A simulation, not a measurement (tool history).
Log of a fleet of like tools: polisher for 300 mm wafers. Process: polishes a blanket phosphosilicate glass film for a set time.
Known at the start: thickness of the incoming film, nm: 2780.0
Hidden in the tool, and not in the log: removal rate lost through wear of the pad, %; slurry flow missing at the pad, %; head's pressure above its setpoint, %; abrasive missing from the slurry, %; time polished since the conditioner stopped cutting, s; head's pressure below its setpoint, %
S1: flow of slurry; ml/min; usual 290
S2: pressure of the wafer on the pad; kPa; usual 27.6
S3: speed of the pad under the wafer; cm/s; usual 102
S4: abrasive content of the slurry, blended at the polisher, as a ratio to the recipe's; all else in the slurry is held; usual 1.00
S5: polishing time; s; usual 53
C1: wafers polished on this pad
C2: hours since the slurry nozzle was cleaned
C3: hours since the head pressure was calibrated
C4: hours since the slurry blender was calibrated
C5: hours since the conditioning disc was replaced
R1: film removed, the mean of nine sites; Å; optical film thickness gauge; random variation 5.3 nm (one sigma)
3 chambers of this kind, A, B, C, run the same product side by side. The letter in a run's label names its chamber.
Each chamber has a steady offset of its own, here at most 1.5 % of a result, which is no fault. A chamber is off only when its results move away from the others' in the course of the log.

| run | day | S1 | S2 | S3 | S4 | S5 | C1 | C2 | C3 | C4 | C5 | R1 |
|---|---|---|---|---|---|---|---|---|---|---|---|---|
|  | 0.125 | chamber B: worn pad replaced by a new one |
| 1C | 0.338 | 290 | 27.6 | 102 | 1.00 | 53 | 687 | 343.8 | 355.4 | 306.7 | 42.6 | 6134.3 |
| 2B | 0.567 | 290 | 27.6 | 102 | 1.00 | 53 | 118 | 227.0 | 343.1 | 63.5 | 134.4 | 6287.0 |
| 3A | 0.742 | 290 | 27.6 | 102 | 1.00 | 53 | 1180 | 563.5 | 237.2 | 471.6 | 111.5 | 6133.1 |
|  | 0.812 | chamber C: slurry nozzle cleaned |
|  | 0.879 | chamber A: worn pad replaced by a new one |
| 4A | 1.096 | 290 | 27.6 | 102 | 1.00 | 53 | 58 | 572.0 | 245.7 | 480.1 | 120.0 | 6169.7 |
|  | 1.267 | chamber A: slurry blender recalibrated |
| 5C | 1.458 | 290 | 27.6 | 102 | 1.00 | 53 | 987 | 15.6 | 382.3 | 333.6 | 69.5 | 6210.9 |
| 6B | 1.762 | 290 | 27.6 | 102 | 1.00 | 53 | 437 | 255.7 | 371.8 | 92.2 | 163.1 | 6233.5 |
| 7B | 2.108 | 290 | 27.6 | 102 | 1.00 | 53 | 530 | 264.0 | 380.1 | 100.5 | 171.4 | 6128.6 |
| 8C | 2.379 | 290 | 32.4 | 102 | 1.00 | 53 | 1233 | 37.7 | 404.4 | 355.7 | 91.6 | 7293.7 |
| 9A | 2.642 | 290 | 32.4 | 102 | 1.00 | 53 | 471 | 609.1 | 282.8 | 33.1 | 157.1 | 7149.8 |
|  | 2.850 | chamber A: head pressure recalibrated |
| 10B | 2.938 | 290 | 32.4 | 102 | 1.00 | 53 | 751 | 283.9 | 400.0 | 120.4 | 191.3 | 7263.8 |
| 11A | 3.096 | 290 | 27.6 | 102 | 1.00 | 53 | 592 | 620.0 | 6.0 | 44.0 | 168.0 | 6077.7 |
|  | 3.108 | chamber B: worn pad replaced by a new one |
|  | 3.283 | chamber C: worn pad replaced by a new one |
| 12C | 3.433 | 290 | 27.6 | 102 | 1.00 | 53 | 40 | 63.0 | 429.7 | 381.0 | 116.9 | 6168.6 |
| 13A | 3.617 | 290 | 27.6 | 102 | 1.00 | 53 | 731 | 632.5 | 18.5 | 56.5 | 180.5 | 6059.0 |
| 14C | 3.771 | 290 | 27.6 | 102 | 1.00 | 53 | 130 | 71.1 | 437.8 | 389.1 | 125.0 | 6202.3 |
| 15B | 4.012 | 290 | 27.6 | 102 | 1.00 | 53 | 242 | 309.7 | 425.8 | 146.2 | 217.1 | 6284.4 |
| 16A | 4.196 | 290 | 33.1 | 102 | 1.00 | 37 | 886 | 646.4 | 32.4 | 70.4 | 194.4 | 5154.4 |
| 17C | 4.442 | 290 | 33.1 | 102 | 1.00 | 37 | 309 | 87.2 | 453.9 | 405.2 | 141.1 | 5136.6 |
| 18B | 4.708 | 290 | 33.1 | 102 | 1.00 | 37 | 428 | 326.4 | 442.5 | 162.9 | 233.8 | 5207.3 |
| 19C | 4.888 | 290 | 27.6 | 102 | 1.00 | 53 | 428 | 97.9 | 464.6 | 415.9 | 151.8 | 6202.6 |
| 20B | 5.142 | 290 | 27.6 | 102 | 1.00 | 53 | 543 | 336.8 | 452.9 | 173.3 | 244.2 | 6306.3 |
|  | 5.158 | chamber B: slurry nozzle cleaned |
| 21A | 5.296 | 290 | 27.6 | 102 | 1.00 | 53 | 1180 | 672.8 | 58.8 | 96.8 | 220.8 | 6022.4 |
| 22B | 5.492 | 290 | 27.6 | 102 | 1.00 | 53 | 637 | 8.1 | 461.3 | 181.7 | 252.6 | 6232.2 |
|  | 5.592 | chamber A: worn pad replaced by a new one |
| 23C | 5.846 | 290 | 27.6 | 102 | 1.00 | 53 | 684 | 120.9 | 487.6 | 438.9 | 174.8 | 6176.4 |
| 24A | 6.092 | 290 | 27.6 | 102 | 1.00 | 53 | 134 | 691.9 | 77.9 | 115.9 | 239.9 | 6105.0 |
| 25C | 6.321 | 290 | 27.6 | 102 | 1.00 | 53 | 811 | 132.3 | 499.0 | 450.3 | 186.2 | 6156.1 |
|  | 6.404 | chamber B: slurry blender recalibrated |
|  | 6.442 | chamber A: conditioning disc replaced and pad reconditioned |
| 26B | 6.679 | 290 | 27.6 | 102 | 1.00 | 53 | 954 | 36.6 | 489.8 | 6.7 | 281.1 | 6262.1 |
| 27A | 6.838 | 290 | 27.6 | 102 | 0.85 | 53 | 333 | 709.8 | 95.8 | 133.8 | 9.5 | 5737.3 |
| 28C | 7.188 | 290 | 27.6 | 102 | 0.85 | 53 | 1043 | 153.1 | 519.8 | 471.1 | 207.0 | 5759.6 |
| 29A | 7.512 | 290 | 27.6 | 102 | 0.85 | 53 | 513 | 726.0 | 112.0 | 150.0 | 25.7 | 5582.6 |

What goes on in this fleet: one chamber off, a drifting gauge, or nothing beyond the chambers' own small offsets? Name the chamber and the cause, if any.

No chamber stands off beyond its own small offset, and the gauge holds steady.
